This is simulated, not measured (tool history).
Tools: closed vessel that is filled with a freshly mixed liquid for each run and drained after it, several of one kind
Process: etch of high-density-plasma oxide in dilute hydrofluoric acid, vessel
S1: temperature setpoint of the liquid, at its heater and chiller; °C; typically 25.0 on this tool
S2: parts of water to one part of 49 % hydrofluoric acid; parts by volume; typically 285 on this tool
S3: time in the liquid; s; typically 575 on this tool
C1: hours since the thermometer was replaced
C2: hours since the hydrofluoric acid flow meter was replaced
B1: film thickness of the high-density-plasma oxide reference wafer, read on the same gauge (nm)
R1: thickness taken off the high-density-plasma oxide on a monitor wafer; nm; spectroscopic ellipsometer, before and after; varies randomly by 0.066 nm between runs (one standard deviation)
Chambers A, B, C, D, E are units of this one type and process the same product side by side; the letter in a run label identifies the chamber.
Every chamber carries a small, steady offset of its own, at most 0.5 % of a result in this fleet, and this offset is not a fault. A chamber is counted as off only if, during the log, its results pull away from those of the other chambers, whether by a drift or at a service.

run   hour    S1   S2   S3      C1      C2      B1       R1
 1D    8.2  25.0  285  575   287.5   790.7  90.011   8.6526
 2B   15.1  25.0  285  575    67.6   677.2  89.990   8.7870
 3E   25.0  25.0  285  575  2789.1   216.0  89.980   8.7880
 4C   33.8  25.0  285  575  1703.3   514.8  89.962   8.8180
 5A   43.0  25.0  285  575   819.2  1183.7  90.005   8.7783
 6E   48.0  22.5  285  240  2812.1   239.0  89.977   3.3915
 7B   56.9  22.5  285  240   109.4   719.0  89.991   3.3390
 8D   64.1  22.5  285  240   343.4   846.6  89.994   3.3284
 9A   69.2  22.5  285  240   845.4  1209.9  90.000   3.3521
10C   74.5  22.5  285  240  1744.0   555.5  89.979   3.3282
11B   82.7  25.0  285  575   135.2   744.8  90.010   8.8720
12A   88.3  25.0  285  575   864.5  1229.0  89.992   8.8278
13D   93.5  25.0  285  575   372.8   876.0  89.997   8.9055
14E  100.0  25.0  285  575  2864.1   291.0  89.977   8.7656
15C  108.7  25.0  285  575  1778.2   589.7  90.005   8.7329
16D  118.1  25.0  175  855   397.4   900.6  90.011  23.7910
17E  125.6  25.0  175  855  2889.7   316.6  90.010  23.9790
18C  132.2  25.0  175  855  1801.7   613.2  89.993  23.9290
19A  138.7  25.0  175  855   914.9  1279.4  89.990  23.4740
     145.1  -- chamber E: thermometer replaced
20B  145.8  25.0  175  855   198.3   807.9  90.025  23.8420
21E  156.3  25.0  285  575    11.2   347.3  90.006   8.8992
22C  166.0  25.0  285  575  1835.5   647.0  89.999   8.8875
23D  170.8  25.0  285  575   450.1   953.3  90.007   8.6898
24B  178.1  25.0  285  575   230.6   840.2  90.010   8.8751
25A  186.0  25.0  285  575   962.2  1326.7  90.036   8.6326
26A  191.1  20.5  285  275   967.3  1331.8  90.012   3.5731
27D  198.6  20.5  285  275   477.9   981.1  90.025   3.5755
28B  203.6  20.5  285  275   256.1   865.7  90.000   3.5209
29E  208.7  20.5  285  275    63.6   399.7  90.017   3.6272
30C  215.5  20.5  285  275  1885.0   696.5  89.996   3.5817
31B  222.9  25.0  285  575   275.4   885.0  90.005   8.6513
32D  229.4  25.0  285  575   508.7  1011.9  89.992   8.6921

What goes on in this fleet: one chamber off, a drifting gauge, or nothing beyond the chambers' own small offsets? Name the chamber and the cause, if any.

No chamber is off and the gauge is stable; the differences are just each chamber's small, constant offset.
